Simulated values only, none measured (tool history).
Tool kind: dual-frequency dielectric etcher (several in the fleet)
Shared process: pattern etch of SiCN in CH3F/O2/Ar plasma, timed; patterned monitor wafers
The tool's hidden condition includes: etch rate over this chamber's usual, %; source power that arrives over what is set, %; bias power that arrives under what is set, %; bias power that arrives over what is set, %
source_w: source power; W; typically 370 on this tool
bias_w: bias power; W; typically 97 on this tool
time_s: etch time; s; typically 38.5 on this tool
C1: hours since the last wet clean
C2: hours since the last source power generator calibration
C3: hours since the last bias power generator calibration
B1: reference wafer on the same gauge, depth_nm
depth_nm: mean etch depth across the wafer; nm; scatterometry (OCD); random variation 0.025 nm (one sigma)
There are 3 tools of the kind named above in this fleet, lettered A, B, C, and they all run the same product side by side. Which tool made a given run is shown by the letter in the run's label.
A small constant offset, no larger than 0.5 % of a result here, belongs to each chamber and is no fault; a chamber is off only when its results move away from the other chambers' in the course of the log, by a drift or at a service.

run 1B hour=12.4 | source_w=370 bias_w=97 time_s=38.5 | C1=85.6 C2=2797.8 C3=2982.3 | B1=16.903 | depth_nm=15.608
run 2C hour=26 | source_w=370 bias_w=97 time_s=38.5 | C1=423.9 C2=849.1 C3=721 | B1=16.909 | depth_nm=15.674
run 3A hour=34.2 | source_w=370 bias_w=97 time_s=38.5 | C1=385.5 C2=2231.6 C3=2954.7 | B1=16.911 | depth_nm=15.608
run 4C hour=48.1 | source_w=370 bias_w=97 time_s=38.5 | C1=446 C2=871.2 C3=743.1 | B1=16.916 | depth_nm=15.651
run 5A hour=58.6 | source_w=370 bias_w=97 time_s=38.5 | C1=409.9 C2=2256 C3=2979.1 | B1=16.917 | depth_nm=15.584
run 6B hour=70.5 | source_w=370 bias_w=97 time_s=38.5 | C1=143.7 C2=2855.9 C3=3040.4 | B1=16.918 | depth_nm=15.632
run 7A hour=77.2 | source_w=370 bias_w=97 time_s=38.5 | C1=428.5 C2=2274.6 C3=2997.7 | B1=16.921 | depth_nm=15.623
run 8B hour=91.7 | source_w=370 bias_w=97 time_s=38.5 | C1=164.9 C2=2877.1 C3=3061.6 | B1=16.925 | depth_nm=15.656
run 9C hour=106.7 | source_w=440 bias_w=97 time_s=43 | C1=504.6 C2=929.8 C3=801.7 | B1=16.932 | depth_nm=18.75
-- hour=111.4 chamber A: wet clean of the chamber
-- hour=112.7 chamber B: bias power generator calibrated
run 10C hour=116.1 | source_w=440 bias_w=97 time_s=43 | C1=514 C2=939.2 C3=811.1 | B1=16.933 | depth_nm=18.665
run 11B hour=130 | source_w=440 bias_w=97 time_s=43 | C1=203.2 C2=2915.4 C3=17.4 | B1=16.938 | depth_nm=18.6
-- hour=135.5 chamber C: wet clean of the chamber
run 12A hour=141.4 | source_w=310 bias_w=97 time_s=38.5 | C1=30.1 C2=2338.8 C3=3061.9 | B1=16.939 | depth_nm=14.642
run 13B hour=154.5 | source_w=310 bias_w=97 time_s=38.5 | C1=227.7 C2=2939.9 C3=41.9 | B1=16.953 | depth_nm=14.603
run 14C hour=163.8 | source_w=310 bias_w=97 time_s=38.5 | C1=28.4 C2=986.9 C3=858.8 | B1=16.953 | depth_nm=14.713
run 15A hour=176 | source_w=370 bias_w=97 time_s=38.5 | C1=64.7 C2=2373.4 C3=3096.5 | B1=16.955 | depth_nm=15.663
run 16B hour=184.4 | source_w=370 bias_w=97 time_s=38.5 | C1=257.6 C2=2969.8 C3=71.8 | B1=16.96 | depth_nm=15.628
run 17A hour=193.4 | source_w=370 bias_w=89 time_s=38.5 | C1=82.1 C2=2390.8 C3=3113.9 | B1=16.961 | depth_nm=15.129
run 18C hour=200.6 | source_w=370 bias_w=89 time_s=38.5 | C1=65.2 C2=1023.7 C3=895.6 | B1=16.964 | depth_nm=15.238
run 19A hour=210 | source_w=370 bias_w=89 time_s=38.5 | C1=98.7 C2=2407.4 C3=3130.5 | B1=16.966 | depth_nm=15.11
run 20C hour=223.5 | source_w=370 bias_w=97 time_s=38.5 | C1=88.1 C2=1046.6 C3=918.5 | B1=16.968 | depth_nm=15.751
run 21B hour=236.5 | source_w=370 bias_w=97 time_s=38.5 | C1=309.7 C2=3021.9 C3=123.9 | B1=16.968 | depth_nm=15.665
run 22C hour=247.7 | source_w=370 bias_w=97 time_s=38.5 | C1=112.3 C2=1070.8 C3=942.7 | B1=16.968 | depth_nm=15.736
run 23B hour=260.5 | source_w=370 bias_w=97 time_s=38.5 | C1=333.7 C2=3045.9 C3=147.9 | B1=16.979 | depth_nm=15.68
run 24A hour=274.4 | source_w=420 bias_w=120 time_s=38.5 | C1=163.1 C2=2471.8 C3=3194.9 | B1=16.986 | depth_nm=17.792
run 25B hour=288.3 | source_w=420 bias_w=120 time_s=38.5 | C1=361.5 C2=3073.7 C3=175.7 | B1=16.984 | depth_nm=17.767
run 26C hour=296.4 | source_w=420 bias_w=120 time_s=38.5 | C1=161 C2=1119.5 C3=991.4 | B1=16.989 | depth_nm=17.936
run 27A hour=307.6 | source_w=440 bias_w=97 time_s=38.5 | C1=196.3 C2=2505 C3=3228.1 | B1=16.992 | depth_nm=16.703
run 28B hour=321.3 | source_w=440 bias_w=97 time_s=38.5 | C1=394.5 C2=3106.7 C3=208.7 | B1=16.999 | depth_nm=16.699
run 29A hour=328.2 | source_w=440 bias_w=97 time_s=38.5 | C1=216.9 C2=2525.6 C3=3248.7 | B1=16.999 | depth_nm=16.711
-- hour=333.1 chamber B: wet clean of the chamber
run 30C hour=336.7 | source_w=370 bias_w=97 time_s=38.5 | C1=201.3 C2=1159.8 C3=1031.7 | B1=17.009 | depth_nm=15.753
run 31B hour=347.8 | source_w=370 bias_w=97 time_s=38.5 | C1=14.8 C2=3133.2 C3=235.2 | B1=17.008 | depth_nm=15.66
run 32C hour=359.8 | source_w=370 bias_w=113 time_s=38.5 | C1=224.4 C2=1182.9 C3=1054.8 | B1=17.011 | depth_nm=16.746

For the next run the whole fleet of 3 chambers uses the same settings. Give each chamber's results:
run 33A hour=370.6 | source_w=370 bias_w=97 time_s=38.5 | depth_nm=?
run 33B hour=370.6 | source_w=370 bias_w=97 time_s=38.5 | depth_nm=?
run 33C hour=370.6 | source_w=370 bias_w=97 time_s=38.5 | depth_nm=?

run=33A depth_nm=15.655
run=33B depth_nm=15.695
run=33C depth_nm=15.765
